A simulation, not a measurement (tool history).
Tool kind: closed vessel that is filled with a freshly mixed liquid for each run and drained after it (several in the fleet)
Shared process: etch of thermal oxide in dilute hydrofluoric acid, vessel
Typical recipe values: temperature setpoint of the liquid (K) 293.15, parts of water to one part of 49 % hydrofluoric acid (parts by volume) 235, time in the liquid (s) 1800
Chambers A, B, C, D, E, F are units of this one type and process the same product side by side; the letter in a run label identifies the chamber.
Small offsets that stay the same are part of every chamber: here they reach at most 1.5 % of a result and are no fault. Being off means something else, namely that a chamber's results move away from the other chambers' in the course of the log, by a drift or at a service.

run,day,temperature setpoint of the liquid (K),parts of water to one part of 49 % hydrofluoric acid (parts by volume),time in the liquid (s),hours since the thermometer was replaced,hours since the hydrofluoric acid flow meter was replaced,"read-back film thickness of the thermal oxide reference wafer, read on the same gauge (nm)",thickness taken off the thermal oxide on a monitor wafer (nm)
# day 0.312: chamber C: hydrofluoric acid flow meter replaced
1E,0.488,293.15,235,1800,783.9,2046.8,120,26.159
2A,0.767,293.15,235,1800,612.7,1138.5,119.97,26.018
# day 0.804: chamber E: hydrofluoric acid flow meter replaced
3D,1.283,293.15,235,1800,897.2,112.3,119.97,26.295
4B,1.608,293.15,235,1800,776.5,209.9,119.99,26.3
5F,1.896,293.15,235,1800,655.1,1792.3,120.02,25.8
6C,2.192,293.15,235,2275,1922,45.2,120.05,32.366
7D,2.475,293.15,235,2275,925.8,140.9,120.02,32.983
8C,2.933,293.15,235,2275,1939.8,63,120.03,32.675
9E,3.371,293.15,235,2275,853.1,61.6,119.99,32.815
10A,3.704,293.15,235,2275,683.2,1209,120,33.11
11B,4.008,293.15,235,2275,834.1,267.5,120.01,32.86
12F,4.371,290.15,235,745,714.5,1851.7,120.02,9.5555
13B,4.908,290.15,235,745,855.7,289.1,119.98,9.7286
14C,5.492,290.15,235,745,2001.2,124.4,120.02,9.5766
15D,5.971,290.15,235,745,1009.7,224.8,119.96,9.5545
16F,6.442,290.15,235,745,764.2,1901.4,120.02,9.6963
17E,6.729,290.15,235,745,933.7,142.2,120.01,9.3925
18A,7.138,293.15,235,1800,765.6,1291.4,120.03,26.286
19B,7.671,293.15,235,1800,922,355.4,119.98,26.149
20C,8.008,293.15,235,1800,2061.6,184.8,119.96,26.055
21E,8.529,293.15,235,1800,976.9,185.4,119.97,25.202
22F,9.083,293.15,235,1800,827.6,1964.8,119.99,25.754
23A,9.583,293.15,235,1800,824.3,1350.1,120.01,25.851
24D,10.192,293.15,235,1800,1111,326.1,120.02,26.252
25D,10.612,290.65,235,2800,1121.1,336.2,120.05,36.576
26E,10.938,290.65,235,2800,1034.7,243.2,119.98,35.334
27B,11.279,290.65,235,2800,1008.6,442,119.99,36.967
# day 11.538: chamber B: thermometer replaced
28F,11.633,290.65,235,2800,888.8,2026,120.03,36.698
29C,12.167,290.65,235,2800,2161.4,284.6,120.02,37.088
30A,12.683,290.65,235,2800,898.7,1424.5,120.02,36.709
31A,13.058,293.15,235,1800,907.7,1433.5,119.99,26.254
32C,13.362,293.15,235,1800,2190.1,313.3,120,26.14
33E,13.742,293.15,235,1800,1102,310.5,120.02,24.985
34B,14.054,293.15,235,1800,60.5,508.6,120.01,26.16
35F,14.546,293.15,235,1800,958.7,2095.9,119.99,26.089
36D,14.988,293.15,235,1800,1226.1,441.2,119.98,25.945
37F,15.254,293.15,235,1800,975.7,2112.9,120.06,25.843
38E,15.592,293.15,235,1800,1146.4,354.9,119.94,24.302

Does one chamber stand apart from the rest, does the shared gauge drift, or is all well apart from small per-chamber offsets? Give the chamber and the most likely cause, where there is one.

It is chamber E that slowly wanders off from its peers.
Likeliest cause: liquid colder than its thermometer reads (K) = 1.31.
It could be hard to tell apart here from: hydrofluoric acid flow below the setpoint (%).

Chamber E could run next with any of the 4 candidate recipes listed below; each alters the usual settings, and their results appear as question marks. Which one brings its results back in line with what the other chambers deliver on the usual settings?
In line means no further than this from the other chambers' mean on the usual settings: thickness taken off the thermal oxide on a monitor wafer (nm) 0.52
39E-1,16.038,293.15,240,1750,,,,?
39E-2,16.038,293.15,240,1800,,,,?
39E-3,16.038,294.65,235,1800,,,,?
39E-4,16.038,293.15,235,1840,,,,?

On the usual settings, the other chambers give on average: thickness taken off the thermal oxide on a monitor wafer (nm) 26.106
run,thickness taken off the thermal oxide on a monitor wafer (nm)
39E-1,23.231
39E-2,23.895
39E-3,25.948
39E-4,25.061
Change 39E-3 lands the chamber within the allowed miss of the other chambers.
